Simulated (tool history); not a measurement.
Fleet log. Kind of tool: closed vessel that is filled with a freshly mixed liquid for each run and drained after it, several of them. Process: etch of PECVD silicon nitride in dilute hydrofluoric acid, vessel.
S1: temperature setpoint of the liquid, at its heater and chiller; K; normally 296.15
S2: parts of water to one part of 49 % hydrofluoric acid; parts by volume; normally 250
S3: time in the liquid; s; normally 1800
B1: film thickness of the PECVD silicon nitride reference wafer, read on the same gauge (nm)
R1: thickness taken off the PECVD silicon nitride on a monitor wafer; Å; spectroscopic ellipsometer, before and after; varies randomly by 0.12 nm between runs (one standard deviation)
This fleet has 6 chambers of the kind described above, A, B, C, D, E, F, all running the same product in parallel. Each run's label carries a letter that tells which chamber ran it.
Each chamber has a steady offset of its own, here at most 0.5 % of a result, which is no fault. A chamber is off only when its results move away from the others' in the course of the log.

Run 1D, hour 11.3: usual settings; B1 29.999. Result: R1 265.05 Å.
Run 2F, hour 25.4: usual settings; B1 29.995. Result: R1 265.24 Å.
Run 3B, hour 38.8: usual settings; B1 29.985. Result: R1 265.21 Å.
At hour 51.7: chamber E: thermometer replaced.
Run 4C, hour 53.8: usual settings; B1 29.989. Result: R1 263.48 Å.
Run 5A, hour 66.1: usual settings; B1 29.996. Result: R1 266.00 Å.
Run 6E, hour 81.2: usual settings; B1 29.999. Result: R1 263.46 Å.
At hour 84.9: chamber B: thermometer replaced.
At hour 94.0: chamber D: hydrofluoric acid flow meter replaced.
Run 7E, hour 97.4: usual settings; B1 29.990. Result: R1 265.52 Å.
Run 8D, hour 109.7: usual settings; B1 29.994. Result: R1 265.13 Å.
Run 9F, hour 123.9: usual settings; B1 30.003. Result: R1 265.14 Å.
At hour 129.4: chamber B: hydrofluoric acid flow meter replaced.
Run 10A, hour 133.1: usual settings; B1 29.993. Result: R1 262.18 Å.
Run 11B, hour 147.2: usual settings; B1 30.016. Result: R1 266.55 Å.
At hour 155.1: chamber A: thermometer replaced.
Run 12C, hour 158.4: usual settings but S1 299.65 K, S3 1375 s; B1 30.003. Result: R1 252.14 Å.
Run 13E, hour 168.0: usual settings but S1 299.65 K, S3 1375 s; B1 29.989. Result: R1 251.49 Å.
Run 14F, hour 182.0: usual settings but S1 299.65 K, S3 1375 s; B1 29.998. Result: R1 251.36 Å.
Run 15D, hour 193.8: usual settings but S1 299.65 K, S3 1375 s; B1 30.013. Result: R1 251.80 Å.
Run 16A, hour 206.1: usual settings but S1 299.65 K, S3 1375 s; B1 29.995. Result: R1 250.65 Å.
Run 17B, hour 219.7: usual settings but S1 299.65 K, S3 1375 s; B1 29.994. Result: R1 254.12 Å.
At hour 225.4: chamber D: thermometer replaced.
Run 18C, hour 234.4: usual settings; B1 30.017. Result: R1 263.07 Å.
Run 19A, hour 244.6: usual settings; B1 29.996. Result: R1 264.19 Å.
Run 20C, hour 253.8: usual settings; B1 29.988. Result: R1 263.38 Å.
Run 21F, hour 267.3: usual settings; B1 30.004. Result: R1 263.98 Å.
Run 22E, hour 278.7: usual settings; B1 30.004. Result: R1 264.99 Å.
Run 23B, hour 291.2: usual settings but S1 300.65 K; B1 29.988. Result: R1 347.39 Å.
Run 24D, hour 307.9: usual settings but S1 300.65 K; B1 29.999. Result: R1 346.96 Å.
Run 25B, hour 317.6: usual settings but S1 300.65 K; B1 29.987. Result: R1 347.78 Å.
Run 26E, hour 326.8: usual settings but S1 300.65 K; B1 29.985. Result: R1 346.08 Å.
Run 27C, hour 339.8: usual settings but S1 300.65 K; B1 29.998. Result: R1 350.01 Å.
Run 28D, hour 353.8: usual settings but S1 300.65 K; B1 30.001. Result: R1 352.36 Å.
Run 29F, hour 361.9: usual settings; B1 30.018. Result: R1 262.85 Å.
Run 30A, hour 371.9: usual settings; B1 29.990. Result: R1 265.11 Å.
Run 31D, hour 380.2: usual settings; B1 29.986. Result: R1 264.40 Å.
Run 32F, hour 395.1: usual settings; B1 30.020. Result: R1 261.34 Å.
Run 33B, hour 410.8: usual settings; B1 29.978. Result: R1 263.37 Å.
At hour 422.3: chamber A: hydrofluoric acid flow meter replaced.
Run 34E, hour 427.4: usual settings; B1 29.997. Result: R1 263.85 Å.
Run 35C, hour 435.4: usual settings but S2 195 parts by volume; B1 29.978. Result: R1 338.73 Å.
Run 36A, hour 445.8: usual settings but S2 195 parts by volume; B1 30.001. Result: R1 335.76 Å.
Run 37A, hour 453.9: usual settings but S2 195 parts by volume; B1 29.995. Result: R1 337.68 Å.
Run 38D, hour 462.7: usual settings but S2 195 parts by volume; B1 29.990. Result: R1 339.89 Å.
Run 39F, hour 470.2: usual settings but S2 195 parts by volume; B1 30.008. Result: R1 330.16 Å.
Run 40E, hour 482.2: usual settings but S2 195 parts by volume; B1 29.965. Result: R1 336.35 Å.

Does one chamber stand apart from the rest, does the shared gauge drift, or is all well apart from small per-chamber offsets? Give the chamber and the most likely cause, where there is one.

Little by little, chamber F moves away from the other chambers.
Most likely cause: hydrofluoric acid flow below the setpoint (%) = 3.04.
The log may not separate it from: liquid colder than its thermometer reads (K).

Below are 4 candidate recipes for chamber F's next run, each the usual settings with a change, their results shown as question marks. Which of them brings F's results back in line with what the other chambers give on the usual settings?
A result is in line if it is within this distance of the other chambers' mean on the usual settings: R1 4.10 Å
Run 41F-1, hour 494.2: usual settings but S2 245 parts by volume. Result: R1 ?.
Run 41F-2, hour 494.2: usual settings but S2 265 parts by volume. Result: R1 ?.
Run 41F-3, hour 494.2: usual settings but S2 255 parts by volume. Result: R1 ?.
Run 41F-4, hour 494.2: usual settings but S2 245 parts by volume, S3 1860 s. Result: R1 ?.

Average result of the remaining chambers running the usual settings: R1 264.38 Å
  run      R1
41F-1  263.79
41F-2  244.12
41F-3  253.56
41F-4  272.58
41F-1 puts the chamber back in line with the other chambers.
